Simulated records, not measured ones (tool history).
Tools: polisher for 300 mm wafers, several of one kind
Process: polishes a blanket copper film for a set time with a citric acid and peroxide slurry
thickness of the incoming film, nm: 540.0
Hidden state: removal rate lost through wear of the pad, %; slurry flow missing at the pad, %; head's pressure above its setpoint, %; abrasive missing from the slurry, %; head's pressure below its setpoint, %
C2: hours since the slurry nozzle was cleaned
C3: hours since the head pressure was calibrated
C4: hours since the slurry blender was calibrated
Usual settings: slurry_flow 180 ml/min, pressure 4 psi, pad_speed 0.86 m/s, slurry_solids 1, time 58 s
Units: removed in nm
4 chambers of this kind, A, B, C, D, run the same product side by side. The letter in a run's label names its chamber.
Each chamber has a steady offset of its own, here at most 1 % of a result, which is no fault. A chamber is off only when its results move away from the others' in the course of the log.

{"run": "1D", "hour": 5.0, "slurry_flow": 180, "pressure": 4, "pad_speed": 0.86, "slurry_solids": 1, "time": 58, "wafers polished on this pad": 351, "C2": 383.2, "C3": 497.7, "C4": 25, "removed": 121.97}
{"run": "2C", "hour": 10.2, "slurry_flow": 180, "pressure": 4, "pad_speed": 0.86, "slurry_solids": 1, "time": 58, "wafers polished on this pad": 234, "C2": 299.1, "C3": 522.9, "C4": 271.6, "removed": 125.55}
{"run": "3B", "hour": 14.1, "slurry_flow": 180, "pressure": 4, "pad_speed": 0.86, "slurry_solids": 1, "time": 58, "wafers polished on this pad": 628, "C2": 186.1, "C3": 243.9, "C4": 334.5, "removed": 122.46}
{"run": "4A", "hour": 18.7, "slurry_flow": 180, "pressure": 4, "pad_speed": 0.86, "slurry_solids": 1, "time": 58, "wafers polished on this pad": 584, "C2": 115.3, "C3": 1286.5, "C4": 38.6, "removed": 124.03}
{"hour": 19.6, "done": "chamber D: worn pad replaced by a new one"}
{"run": "5A", "hour": 25.1, "slurry_flow": 145, "pressure": 3.5, "pad_speed": 0.86, "slurry_solids": 1, "time": 58, "wafers polished on this pad": 652, "C2": 121.7, "C3": 1292.9, "C4": 45, "removed": 103.49}
{"run": "6C", "hour": 32.8, "slurry_flow": 145, "pressure": 3.5, "pad_speed": 0.86, "slurry_solids": 1, "time": 58, "wafers polished on this pad": 478, "C2": 321.7, "C3": 545.5, "C4": 294.2, "removed": 104.65}
{"run": "7B", "hour": 37.2, "slurry_flow": 145, "pressure": 3.5, "pad_speed": 0.86, "slurry_solids": 1, "time": 58, "wafers polished on this pad": 877, "C2": 209.2, "C3": 267, "C4": 357.6, "removed": 104.79}
{"hour": 39.7, "done": "chamber B: slurry blender recalibrated"}
{"hour": 43.3, "done": "chamber B: worn pad replaced by a new one"}
{"run": "8D", "hour": 44.8, "slurry_flow": 145, "pressure": 3.5, "pad_speed": 0.86, "slurry_solids": 1, "time": 58, "wafers polished on this pad": 272, "C2": 423, "C3": 537.5, "C4": 64.8, "removed": 105.11}
{"hour": 48.2, "done": "chamber B: slurry nozzle cleaned"}
{"run": "9C", "hour": 50.8, "slurry_flow": 180, "pressure": 4, "pad_speed": 0.86, "slurry_solids": 0.9, "time": 70, "wafers polished on this pad": 672, "C2": 339.7, "C3": 563.5, "C4": 312.2, "removed": 148.23}
{"run": "10D", "hour": 55.1, "slurry_flow": 180, "pressure": 4, "pad_speed": 0.86, "slurry_solids": 0.9, "time": 70, "wafers polished on this pad": 383, "C2": 433.3, "C3": 547.8, "C4": 75.1, "removed": 142.62}
{"run": "11A", "hour": 59.7, "slurry_flow": 180, "pressure": 4, "pad_speed": 0.86, "slurry_solids": 0.9, "time": 70, "wafers polished on this pad": 1025, "C2": 156.3, "C3": 1327.5, "C4": 79.6, "removed": 145.26}
{"run": "12B", "hour": 65.3, "slurry_flow": 180, "pressure": 4, "pad_speed": 0.86, "slurry_solids": 0.9, "time": 70, "wafers polished on this pad": 237, "C2": 17.1, "C3": 295.1, "C4": 25.7, "removed": 143.67}
{"run": "13A", "hour": 71.3, "slurry_flow": 180, "pressure": 4, "pad_speed": 0.86, "slurry_solids": 1, "time": 58, "wafers polished on this pad": 1150, "C2": 167.9, "C3": 1339.1, "C4": 91.2, "removed": 123.52}
{"hour": 71.7, "done": "chamber D: worn pad replaced by a new one"}
{"run": "14B", "hour": 75.7, "slurry_flow": 180, "pressure": 4, "pad_speed": 0.86, "slurry_solids": 1, "time": 58, "wafers polished on this pad": 349, "C2": 27.5, "C3": 305.5, "C4": 36.1, "removed": 122.32}
{"run": "15D", "hour": 80.2, "slurry_flow": 180, "pressure": 4, "pad_speed": 0.86, "slurry_solids": 1, "time": 58, "wafers polished on this pad": 91, "C2": 458.4, "C3": 572.9, "C4": 100.2, "removed": 120.63}
{"hour": 81.2, "done": "chamber C: worn pad replaced by a new one"}
{"hour": 83.8, "done": "chamber C: slurry blender recalibrated"}
{"run": "16C", "hour": 87.5, "slurry_flow": 180, "pressure": 4, "pad_speed": 0.86, "slurry_solids": 1, "time": 58, "wafers polished on this pad": 68, "C2": 376.4, "C3": 600.2, "C4": 3.7, "removed": 122.6}
{"run": "17B", "hour": 93.2, "slurry_flow": 180, "pressure": 4, "pad_speed": 0.86, "slurry_solids": 1, "time": 58, "wafers polished on this pad": 538, "C2": 45, "C3": 323, "C4": 53.6, "removed": 121.93}
{"hour": 97.6, "done": "chamber A: worn pad replaced by a new one"}
{"run": "18C", "hour": 100.3, "slurry_flow": 180, "pressure": 4, "pad_speed": 0.86, "slurry_solids": 1, "time": 58, "wafers polished on this pad": 206, "C2": 389.2, "C3": 613, "C4": 16.5, "removed": 120.66}
{"run": "19A", "hour": 107.1, "slurry_flow": 180, "pressure": 4, "pad_speed": 0.86, "slurry_solids": 1, "time": 58, "wafers polished on this pad": 102, "C2": 203.7, "C3": 1374.9, "C4": 127, "removed": 121.81}
{"run": "20D", "hour": 114.1, "slurry_flow": 180, "pressure": 4, "pad_speed": 0.86, "slurry_solids": 1, "time": 58, "wafers polished on this pad": 457, "C2": 492.3, "C3": 606.8, "C4": 134.1, "removed": 115.41}
{"hour": 120.4, "done": "chamber D: worn pad replaced by a new one"}
{"run": "21B", "hour": 121.0, "slurry_flow": 180, "pressure": 4, "pad_speed": 0.86, "slurry_solids": 1, "time": 58, "wafers polished on this pad": 837, "C2": 72.8, "C3": 350.8, "C4": 81.4, "removed": 122.95}
{"hour": 121.8, "done": "chamber A: head pressure recalibrated"}
{"run": "22A", "hour": 125.3, "slurry_flow": 180, "pressure": 4, "pad_speed": 0.86, "slurry_solids": 1, "time": 58, "wafers polished on this pad": 298, "C2": 221.9, "C3": 3.6, "C4": 145.2, "removed": 123.61}
{"hour": 131.0, "done": "chamber B: worn pad replaced by a new one"}
{"run": "23C", "hour": 132.4, "slurry_flow": 180, "pressure": 4, "pad_speed": 0.86, "slurry_solids": 1, "time": 58, "wafers polished on this pad": 552, "C2": 421.3, "C3": 645.1, "C4": 48.6, "removed": 123.77}
{"run": "24D", "hour": 138.5, "slurry_flow": 180, "pressure": 4, "pad_speed": 0.86, "slurry_solids": 1, "time": 58, "wafers polished on this pad": 195, "C2": 516.7, "C3": 631.2, "C4": 158.5, "removed": 114.39}
{"hour": 141.7, "done": "chamber C: slurry nozzle cleaned"}
{"run": "25A", "hour": 146.3, "slurry_flow": 180, "pressure": 4, "pad_speed": 0.86, "slurry_solids": 1, "time": 58, "wafers polished on this pad": 525, "C2": 242.9, "C3": 24.6, "C4": 166.2, "removed": 123.66}
{"run": "26C", "hour": 150.1, "slurry_flow": 180, "pressure": 4, "pad_speed": 0.86, "slurry_solids": 1, "time": 58, "wafers polished on this pad": 742, "C2": 8.5, "C3": 662.8, "C4": 66.3, "removed": 124.18}
{"run": "27D", "hour": 155.3, "slurry_flow": 180, "pressure": 4, "pad_speed": 0.86, "slurry_solids": 1, "time": 58, "wafers polished on this pad": 377, "C2": 533.5, "C3": 648, "C4": 175.3, "removed": 111.55}
{"hour": 158.3, "done": "chamber C: worn pad replaced by a new one"}
{"run": "28B", "hour": 159.8, "slurry_flow": 180, "pressure": 4, "pad_speed": 0.86, "slurry_solids": 1, "time": 58, "wafers polished on this pad": 310, "C2": 111.6, "C3": 389.6, "C4": 120.2, "removed": 120.85}
{"run": "29D", "hour": 165.3, "slurry_flow": 180, "pressure": 4, "pad_speed": 0.86, "slurry_solids": 1, "time": 58, "wafers polished on this pad": 484, "C2": 543.5, "C3": 658, "C4": 185.3, "removed": 110.04}
{"run": "30A", "hour": 169.8, "slurry_flow": 180, "pressure": 4, "pad_speed": 0.86, "slurry_solids": 1, "time": 58, "wafers polished on this pad": 778, "C2": 266.4, "C3": 48.1, "C4": 189.7, "removed": 121.93}
{"run": "31C", "hour": 177.6, "slurry_flow": 180, "pressure": 4, "pad_speed": 0.86, "slurry_solids": 1, "time": 58, "wafers polished on this pad": 208, "C2": 36, "C3": 690.3, "C4": 93.8, "removed": 123.15}
{"run": "32B", "hour": 184.7, "slurry_flow": 180, "pressure": 5.2, "pad_speed": 0.86, "slurry_solids": 1, "time": 58, "wafers polished on this pad": 578, "C2": 136.5, "C3": 414.5, "C4": 145.1, "removed": 157.41}

What goes on in this fleet: one chamber off, a drifting gauge, or nothing beyond the chambers' own small offsets? Name the chamber and the cause, if any.

Chamber D drifts away from the others.
Cause: head's pressure below its setpoint, % = 11.1.
The log may not tell that from: slurry flow missing at the pad, %.

Here are 4 candidates for chamber D's next run, each the usual settings with a change, their results left as question marks. Which one brings its results back in line with what the others give on the usual settings?
In line means no further than this from the other chambers' mean on the usual settings: removed 4.6 nm
{"run": "33D-1", "hour": 190.4, "slurry_flow": 180, "pressure": 4.2, "pad_speed": 0.9, "slurry_solids": 1, "time": 60, "removed": "?"}
{"run": "33D-2", "hour": 190.4, "slurry_flow": 180, "pressure": 3.8, "pad_speed": 0.86, "slurry_solids": 1, "time": 58, "removed": "?"}
{"run": "33D-3", "hour": 190.4, "slurry_flow": 180, "pressure": 4, "pad_speed": 0.88, "slurry_solids": 1, "time": 59, "removed": "?"}
{"run": "33D-4", "hour": 190.4, "slurry_flow": 180, "pressure": 4, "pad_speed": 0.86, "slurry_solids": 1, "time": 51, "removed": "?"}

The other chambers' mean on the usual settings: removed 123.29 nm
run=33D-1 removed=122.1
run=33D-2 removed=102.2
run=33D-3 removed=111.89
run=33D-4 removed=94.555
33D-1 brings the chamber back in line.
